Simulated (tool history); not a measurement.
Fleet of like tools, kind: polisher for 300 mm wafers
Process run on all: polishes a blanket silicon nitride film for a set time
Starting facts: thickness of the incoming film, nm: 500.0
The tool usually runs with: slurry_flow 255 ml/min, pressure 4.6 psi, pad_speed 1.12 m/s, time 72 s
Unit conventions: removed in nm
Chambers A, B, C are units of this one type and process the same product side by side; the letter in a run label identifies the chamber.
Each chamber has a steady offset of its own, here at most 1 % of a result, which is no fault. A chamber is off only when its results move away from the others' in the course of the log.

run,day,slurry_flow,pressure,pad_speed,time,wafers polished on this pad,hours since the slurry nozzle was cleaned,hours since the head pressure was calibrated,removed
# day 0.475: chamber B: worn pad replaced by a new one
1B,0.517,255,4.6,1.12,72,12,191.5,355.1,213.74
2A,0.975,255,4.6,1.12,72,598,629.9,854.6,217.58
# day 1.175: chamber A: worn pad replaced by a new one
3C,1.35,255,4.6,1.12,72,734,298,490.1,213.73
4A,1.75,255,4.6,1.12,72,158,648.5,873.2,215.2
5B,2.362,255,4.6,1.12,72,520,235.8,399.4,211.73
6C,2.904,255,4.6,1.12,72,1161,335.3,527.4,211.73
# day 3: chamber C: worn pad replaced by a new one
7C,3.229,255,4.6,1.12,72,63,343.1,535.2,212.98
# day 3.3: chamber B: worn pad replaced by a new one
8A,3.696,255,4.6,1.12,72,693,695.2,919.9,216.61
# day 3.808: chamber A: worn pad replaced by a new one
9B,4.312,255,4.6,1.12,72,278,282.6,446.2,211.25
10A,4.871,255,4.6,1.12,72,293,723.4,948.1,217.34
# day 5.292: chamber A: head pressure recalibrated
11C,5.512,255,4.6,1.12,72,691,397.9,590,208.36
12B,6.146,255,4.6,1.12,72,783,326.6,490.2,206.09
# day 6.242: chamber B: worn pad replaced by a new one
13B,6.646,255,4.6,1.12,72,112,338.6,502.2,211
# day 6.7: chamber A: worn pad replaced by a new one
14C,7.171,255,4.6,1.12,72,1147,437.7,629.8,209.38
15A,7.838,255,4,1.12,72,313,794.6,61.1,186.05
# day 7.946: chamber C: worn pad replaced by a new one
16B,8.412,255,4,1.12,72,598,381,544.6,185.37
17A,8.871,255,4,1.12,72,598,819.4,85.9,188.4
# day 8.938: chamber A: worn pad replaced by a new one
18C,9.292,255,4.6,1.4,72,371,488.6,680.7,249.04
# day 9.767: chamber B: worn pad replaced by a new one
19B,9.804,255,4.6,1.4,72,11,414.4,578,257.86
20A,10.388,255,4.6,1.4,72,399,855.8,122.3,260.89
21C,11.029,255,4.6,1.12,72,849,530.3,722.4,203.42
# day 11.188: chamber A: worn pad replaced by a new one
22C,11.404,195,5.4,1.12,72,952,539.3,731.4,226.6
23A,11.75,195,5.4,1.12,72,154,888.5,155,244.99

All chambers now run identical settings, listed one chamber a line with results as question marks. What results will each chamber show?
24A,12.238,255,4.6,1.12,72,,,,?
24B,12.238,255,4.6,1.12,72,,,,?
24C,12.238,255,4.6,1.12,72,,,,?

run,removed
24A,218.97
24B,213.06
24C,200.66

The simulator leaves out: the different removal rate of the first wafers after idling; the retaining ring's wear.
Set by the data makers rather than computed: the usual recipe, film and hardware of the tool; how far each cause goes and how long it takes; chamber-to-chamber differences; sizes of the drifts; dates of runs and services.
